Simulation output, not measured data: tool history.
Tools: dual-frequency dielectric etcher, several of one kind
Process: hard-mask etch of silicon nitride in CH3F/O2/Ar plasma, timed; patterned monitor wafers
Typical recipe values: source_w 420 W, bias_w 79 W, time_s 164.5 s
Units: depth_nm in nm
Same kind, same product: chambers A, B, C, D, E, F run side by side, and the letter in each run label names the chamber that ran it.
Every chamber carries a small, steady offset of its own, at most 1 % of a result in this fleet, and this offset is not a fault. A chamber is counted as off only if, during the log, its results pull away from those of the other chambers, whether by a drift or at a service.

run   hour  source_w  bias_w  time_s  hours since the last wet clean  hours since the last source power generator calibration  hours since the last bias power generator calibration  read-back reference wafer on the same gauge, depth_nm  depth_nm
 1D    3.3       420      79   164.5                           323.8                                                   2388.1                                                 3504.1                                                 133.90   121.870
 2F    8.5       420      79   164.5                           495.7                                                   1176.2                                                 3486.3                                                 134.06   121.720
 3C   11.1       420      79   164.5                           438.6                                                   1593.3                                                  248.0                                                 133.97   120.300
 4A   16.1       420      79   164.5                           104.6                                                   3124.8                                                 2013.0                                                 134.07   120.450
 5B   18.8       420      79   164.5                            42.3                                                   2395.1                                                   39.2                                                 134.18   120.880
 6E   23.0       420      79   164.5                           328.0                                                   1262.8                                                 1804.2                                                 134.05   119.290
 7B   25.7       420      79   164.5                            49.2                                                   2402.0                                                   46.1                                                 133.99   121.280
 8D   28.9       420      79   164.5                           349.4                                                   2413.7                                                 3529.7                                                 133.93   122.160
 9A   32.9       420      79   164.5                           121.4                                                   3141.6                                                 2029.8                                                 133.76   121.730
      33.5  -- chamber E: wet clean of the chamber
10F   36.0       420      79   164.5                           523.2                                                   1203.7                                                 3513.8                                                 133.85   122.270
      38.0  -- chamber D: wet clean of the chamber
11C   38.9       320      79   164.5                           466.4                                                   1621.1                                                  275.8                                                 134.04   108.600
12E   41.5       320      79   164.5                             8.1                                                   1281.3                                                 1822.7                                                 134.11   108.010
13B   47.5       320      79   164.5                            71.0                                                   2423.8                                                   67.9                                                 134.08   107.630
14E   50.7       320      79   164.5                            17.3                                                   1290.5                                                 1831.9                                                 133.91   109.460
15F   56.2       320      79   164.5                           543.4                                                   1223.9                                                 3534.0                                                 133.96   109.760
16A   60.0       320      79   164.5                           148.5                                                   3168.7                                                 2056.9                                                 134.11   108.860
17C   63.6       420      79   164.5                           491.1                                                   1645.8                                                  300.5                                                 134.14   121.010
      63.9  -- chamber C: wet clean of the chamber
18D   69.4       420      79   164.5                            31.5                                                   2454.2                                                 3570.2                                                 134.05   120.740
19F   73.3       420      79   164.5                           560.5                                                   1241.0                                                 3551.1                                                 134.01   121.470
20D   76.9       420      79   164.5                            39.0                                                   2461.7                                                 3577.7                                                 134.02   121.360
21C   81.8       420      79   164.5                            17.9                                                   1664.0                                                  318.7                                                 134.07   121.880
22E   86.4       420      65   164.5                            53.0                                                   1326.2                                                 1867.6                                                 134.30   112.360
23B   90.9       420      65   164.5                           114.4                                                   2467.2                                                  111.3                                                 134.11   113.150
24A   96.5       420      65   164.5                           185.0                                                   3205.2                                                 2093.4                                                 133.92   111.510
25C  100.3       420      65   164.5                            36.4                                                   1682.5                                                  337.2                                                 134.05   114.130
26B  105.5       420      65   164.5                           129.0                                                   2481.8                                                  125.9                                                 134.17   112.280
27E  110.8       420      65   164.5                            77.4                                                   1350.6                                                 1892.0                                                 133.91   111.980
28D  113.8       420      79   164.5                            75.9                                                   2498.6                                                 3614.6                                                 133.98   120.930
29F  116.7       420      79   164.5                           603.9                                                   1284.4                                                 3594.5                                                 134.19   122.020
30A  122.5       420      79   164.5                           211.0                                                   3231.2                                                 2119.4                                                 133.96   122.220
31F  126.1       420      79   164.5                           613.3                                                   1293.8                                                 3603.9                                                 134.05   122.070
32C  129.5       420      79   164.5                            65.6                                                   1711.7                                                  366.4                                                 133.88   121.450
33D  133.3       420      79   164.5                            95.4                                                   2518.1                                                 3634.1                                                 133.93   121.730
34E  139.1       420      79   164.5                           105.7                                                   1378.9                                                 1920.3                                                 133.93   119.590
35A  143.5       420      79   164.5                           232.0                                                   3252.2                                                 2140.4                                                 134.06   120.880
36B  147.2       500      79   125.0                           170.7                                                   2523.5                                                  167.6                                                 134.02    97.334

The same settings go to every chamber for the next run, one line per chamber below. Forecast the results for each:
37A  151.6       420      89   164.5                                                                                                                                                                                                                ?
37B  151.6       420      89   164.5                                                                                                                                                                                                                ?
37C  151.6       420      89   164.5                                                                                                                                                                                                                ?
37D  151.6       420      89   164.5                                                                                                                                                                                                                ?
37E  151.6       420      89   164.5                                                                                                                                                                                                                ?
37F  151.6       420      89   164.5                                                                                                                                                                                                                ?

run  depth_nm
37A   126.600
37B   124.680
37C   126.720
37D   126.630
37E   125.020
37F   127.610
